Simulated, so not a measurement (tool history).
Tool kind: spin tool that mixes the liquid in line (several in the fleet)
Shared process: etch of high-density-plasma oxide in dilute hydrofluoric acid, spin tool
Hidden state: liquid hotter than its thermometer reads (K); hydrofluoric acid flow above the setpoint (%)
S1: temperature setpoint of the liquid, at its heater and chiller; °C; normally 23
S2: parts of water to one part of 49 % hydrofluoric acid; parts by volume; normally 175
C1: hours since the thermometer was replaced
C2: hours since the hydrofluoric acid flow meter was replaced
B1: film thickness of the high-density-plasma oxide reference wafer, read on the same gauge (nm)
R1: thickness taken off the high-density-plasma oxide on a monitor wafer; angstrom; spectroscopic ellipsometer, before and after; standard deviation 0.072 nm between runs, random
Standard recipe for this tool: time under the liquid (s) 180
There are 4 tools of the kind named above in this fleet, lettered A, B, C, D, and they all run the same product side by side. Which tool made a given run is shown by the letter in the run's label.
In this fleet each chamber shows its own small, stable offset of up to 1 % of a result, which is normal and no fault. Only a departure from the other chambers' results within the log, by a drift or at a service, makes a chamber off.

{"run": "1C", "hour": 5.7, "S1": 23, "S2": 175, "time under the liquid (s)": 180, "C1": 66.3, "C2": 507.7, "B1": 109.98, "R1": 75.015}
{"run": "2A", "hour": 13.0, "S1": 23, "S2": 175, "time under the liquid (s)": 180, "C1": 451.1, "C2": 181, "B1": 110.02, "R1": 75.85}
{"run": "3B", "hour": 17.5, "S1": 23, "S2": 175, "time under the liquid (s)": 180, "C1": 650.8, "C2": 313.6, "B1": 109.99, "R1": 74.909}
{"run": "4D", "hour": 21.1, "S1": 23, "S2": 175, "time under the liquid (s)": 180, "C1": 415.2, "C2": 434.9, "B1": 110.02, "R1": 75.201}
{"run": "5D", "hour": 27.8, "S1": 23, "S2": 175, "time under the liquid (s)": 180, "C1": 421.9, "C2": 441.6, "B1": 110, "R1": 75.527}
{"run": "6C", "hour": 33.3, "S1": 23, "S2": 175, "time under the liquid (s)": 180, "C1": 93.9, "C2": 535.3, "B1": 109.99, "R1": 75.309}
{"run": "7A", "hour": 38.7, "S1": 23, "S2": 175, "time under the liquid (s)": 180, "C1": 476.8, "C2": 206.7, "B1": 110.02, "R1": 76.541}
{"run": "8B", "hour": 43.0, "S1": 23, "S2": 175, "time under the liquid (s)": 180, "C1": 676.3, "C2": 339.1, "B1": 110, "R1": 75.682}
{"run": "9B", "hour": 47.5, "S1": 21, "S2": 175, "time under the liquid (s)": 85, "C1": 680.8, "C2": 343.6, "B1": 110, "R1": 33.236}
{"run": "10A", "hour": 52.9, "S1": 21, "S2": 175, "time under the liquid (s)": 85, "C1": 491, "C2": 220.9, "B1": 110.04, "R1": 33.538}
{"run": "11D", "hour": 59.6, "S1": 21, "S2": 175, "time under the liquid (s)": 85, "C1": 453.7, "C2": 473.4, "B1": 110.03, "R1": 33.288}
{"run": "12C", "hour": 66.3, "S1": 21, "S2": 175, "time under the liquid (s)": 85, "C1": 126.9, "C2": 568.3, "B1": 110, "R1": 33.235}
{"run": "13B", "hour": 74.1, "S1": 23, "S2": 175, "time under the liquid (s)": 180, "C1": 707.4, "C2": 370.2, "B1": 109.95, "R1": 76.314}
{"run": "14C", "hour": 77.7, "S1": 23, "S2": 175, "time under the liquid (s)": 180, "C1": 138.3, "C2": 579.7, "B1": 109.97, "R1": 75.233}
{"run": "15A", "hour": 83.0, "S1": 23, "S2": 175, "time under the liquid (s)": 180, "C1": 521.1, "C2": 251, "B1": 109.98, "R1": 76.553}
{"run": "16D", "hour": 89.0, "S1": 23, "S2": 175, "time under the liquid (s)": 245, "C1": 483.1, "C2": 502.8, "B1": 110.01, "R1": 102.8}
{"hour": 89.3, "done": "chamber B: thermometer replaced"}
{"run": "17B", "hour": 97.0, "S1": 23, "S2": 175, "time under the liquid (s)": 245, "C1": 7.7, "C2": 393.1, "B1": 110.01, "R1": 104.65}
{"run": "18D", "hour": 101.0, "S1": 23, "S2": 175, "time under the liquid (s)": 245, "C1": 495.1, "C2": 514.8, "B1": 110.01, "R1": 103.78}
{"run": "19C", "hour": 108.5, "S1": 23, "S2": 175, "time under the liquid (s)": 245, "C1": 169.1, "C2": 610.5, "B1": 109.99, "R1": 99.917}
{"run": "20A", "hour": 113.2, "S1": 23, "S2": 175, "time under the liquid (s)": 180, "C1": 551.3, "C2": 281.2, "B1": 109.99, "R1": 77.707}
{"run": "21A", "hour": 117.3, "S1": 23, "S2": 175, "time under the liquid (s)": 180, "C1": 555.4, "C2": 285.3, "B1": 110.01, "R1": 79.784}
{"run": "22B", "hour": 125.0, "S1": 23, "S2": 175, "time under the liquid (s)": 180, "C1": 35.7, "C2": 421.1, "B1": 110.04, "R1": 75.995}
{"run": "23C", "hour": 129.1, "S1": 23, "S2": 175, "time under the liquid (s)": 180, "C1": 189.7, "C2": 631.1, "B1": 110.03, "R1": 74.124}
{"run": "24D", "hour": 135.3, "S1": 23, "S2": 175, "time under the liquid (s)": 180, "C1": 529.4, "C2": 549.1, "B1": 110.01, "R1": 75.817}
{"run": "25C", "hour": 140.4, "S1": 20, "S2": 175, "time under the liquid (s)": 180, "C1": 201, "C2": 642.4, "B1": 109.99, "R1": 66.239}
{"run": "26D", "hour": 145.7, "S1": 20, "S2": 175, "time under the liquid (s)": 180, "C1": 539.8, "C2": 559.5, "B1": 109.99, "R1": 67.24}
{"run": "27A", "hour": 153.5, "S1": 20, "S2": 175, "time under the liquid (s)": 180, "C1": 591.6, "C2": 321.5, "B1": 109.96, "R1": 72.944}
{"run": "28B", "hour": 161.5, "S1": 20, "S2": 175, "time under the liquid (s)": 180, "C1": 72.2, "C2": 457.6, "B1": 110, "R1": 68.177}
{"run": "29B", "hour": 167.8, "S1": 23, "S2": 175, "time under the liquid (s)": 180, "C1": 78.5, "C2": 463.9, "B1": 110, "R1": 76.824}
{"run": "30A", "hour": 172.3, "S1": 23, "S2": 175, "time under the liquid (s)": 180, "C1": 610.4, "C2": 340.3, "B1": 109.98, "R1": 82.956}
{"run": "31D", "hour": 176.4, "S1": 23, "S2": 175, "time under the liquid (s)": 180, "C1": 570.5, "C2": 590.2, "B1": 109.99, "R1": 74.935}
{"run": "32C", "hour": 181.1, "S1": 23, "S2": 175, "time under the liquid (s)": 180, "C1": 241.7, "C2": 683.1, "B1": 110.01, "R1": 74.632}
{"run": "33D", "hour": 188.8, "S1": 23, "S2": 175, "time under the liquid (s)": 180, "C1": 582.9, "C2": 602.6, "B1": 110, "R1": 75.892}
{"run": "34A", "hour": 197.1, "S1": 23, "S2": 175, "time under the liquid (s)": 180, "C1": 635.2, "C2": 365.1, "B1": 110.02, "R1": 83.406}

Each of the 4 chambers runs these same settings next. Fill in every chamber's results:
{"run": "35A", "hour": 203.1, "S1": 25.5, "S2": 175, "time under the liquid (s)": 180, "R1": "?"}
{"run": "35B", "hour": 203.1, "S1": 25.5, "S2": 175, "time under the liquid (s)": 180, "R1": "?"}
{"run": "35C", "hour": 203.1, "S1": 25.5, "S2": 175, "time under the liquid (s)": 180, "R1": "?"}
{"run": "35D", "hour": 203.1, "S1": 25.5, "S2": 175, "time under the liquid (s)": 180, "R1": "?"}

run=35A R1=93.062
run=35B R1=82.157
run=35C R1=81.394
run=35D R1=82.808
